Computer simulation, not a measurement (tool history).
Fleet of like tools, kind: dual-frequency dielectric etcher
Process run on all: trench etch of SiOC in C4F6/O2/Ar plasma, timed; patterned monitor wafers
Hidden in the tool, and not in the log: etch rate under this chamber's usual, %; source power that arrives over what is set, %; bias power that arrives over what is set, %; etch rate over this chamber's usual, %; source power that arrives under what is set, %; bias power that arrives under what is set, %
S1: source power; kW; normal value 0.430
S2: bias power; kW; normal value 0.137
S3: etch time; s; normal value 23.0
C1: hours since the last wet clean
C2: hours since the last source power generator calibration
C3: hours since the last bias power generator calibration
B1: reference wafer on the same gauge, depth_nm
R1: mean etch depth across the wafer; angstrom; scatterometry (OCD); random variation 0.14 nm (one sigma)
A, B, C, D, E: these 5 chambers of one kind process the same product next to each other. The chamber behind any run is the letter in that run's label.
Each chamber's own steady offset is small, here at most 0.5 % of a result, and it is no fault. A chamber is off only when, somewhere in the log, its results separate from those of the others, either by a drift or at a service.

run,hour,S1,S2,S3,C1,C2,C3,B1,R1
1A,10.0,0.430,0.137,23.0,127.0,1639.2,1367.0,52.840,453.87
2C,16.7,0.430,0.137,23.0,492.1,1001.2,646.3,52.870,450.71
3E,24.0,0.430,0.137,23.0,255.7,3195.8,222.3,52.921,453.43
4D,31.8,0.430,0.137,23.0,365.4,1851.8,3623.1,52.914,453.46
5B,38.8,0.430,0.137,23.0,202.6,350.0,187.5,52.867,454.11
6D,48.8,0.430,0.137,23.0,382.4,1868.8,3640.1,52.906,451.05
7C,57.6,0.430,0.167,23.0,533.0,1042.1,687.2,52.863,477.60
8E,71.0,0.430,0.167,23.0,302.7,3242.8,269.3,52.892,476.03
9B,78.2,0.430,0.167,23.0,242.0,389.4,226.9,52.932,480.65
10A,84.7,0.430,0.167,23.0,201.7,1713.9,1441.7,52.956,481.72
11C,92.0,0.430,0.167,23.0,567.4,1076.5,721.6,52.905,479.19
12D,98.4,0.430,0.137,23.0,432.0,1918.4,3689.7,52.909,446.35
13A,109.4,0.430,0.164,23.0,226.4,1738.6,1466.4,52.935,482.74
# hour 111.9: chamber D: bias power generator calibrated
14B,118.3,0.430,0.164,23.0,282.1,429.5,267.0,52.878,476.39
# hour 124.5: chamber C: wet clean of the chamber
15E,126.5,0.430,0.164,23.0,358.2,3298.3,324.8,52.905,476.82
16D,137.5,0.430,0.164,23.0,471.1,1957.5,25.6,52.896,472.49
17A,150.8,0.430,0.164,23.0,267.8,1780.0,1507.8,52.906,479.25
18B,158.6,0.430,0.137,23.0,322.4,469.8,307.3,52.917,451.48
19E,165.2,0.430,0.137,23.0,396.9,3337.0,363.5,52.893,450.35
20C,173.4,0.430,0.137,23.0,49.0,1157.9,803.0,52.921,448.31
# hour 185.3: chamber A: source power generator calibrated
21E,186.9,0.430,0.137,23.0,418.6,3358.7,385.2,52.863,450.90
22D,196.4,0.430,0.137,23.0,530.0,2016.4,84.5,52.973,443.81
# hour 205.1: chamber E: wet clean of the chamber
23A,208.1,0.430,0.137,23.0,325.1,22.9,1565.1,52.879,451.66
24C,218.9,0.430,0.137,23.0,94.5,1203.4,848.5,52.886,451.85
25B,230.5,0.430,0.137,23.0,394.3,541.7,379.2,52.879,450.61
26C,237.0,0.430,0.137,23.0,112.6,1221.5,866.6,52.866,448.47
27E,247.3,0.430,0.137,23.0,42.2,3419.1,445.6,52.934,448.84
28B,259.0,0.430,0.137,23.0,422.8,570.2,407.7,52.942,451.79
29D,270.7,0.430,0.151,29.5,604.3,2090.7,158.8,52.855,580.39
30A,279.7,0.430,0.151,29.5,396.7,94.5,1636.7,52.910,598.74

All 5 chambers run these settings next. Forecast each chamber's results:
31A,289.9,0.430,0.160,23.0,,,,,?
31B,289.9,0.430,0.160,23.0,,,,,?
31C,289.9,0.430,0.160,23.0,,,,,?
31D,289.9,0.430,0.160,23.0,,,,,?
31E,289.9,0.430,0.160,23.0,,,,,?

run,R1
31A,477.60
31B,474.62
31C,469.37
31D,461.51
31E,471.14
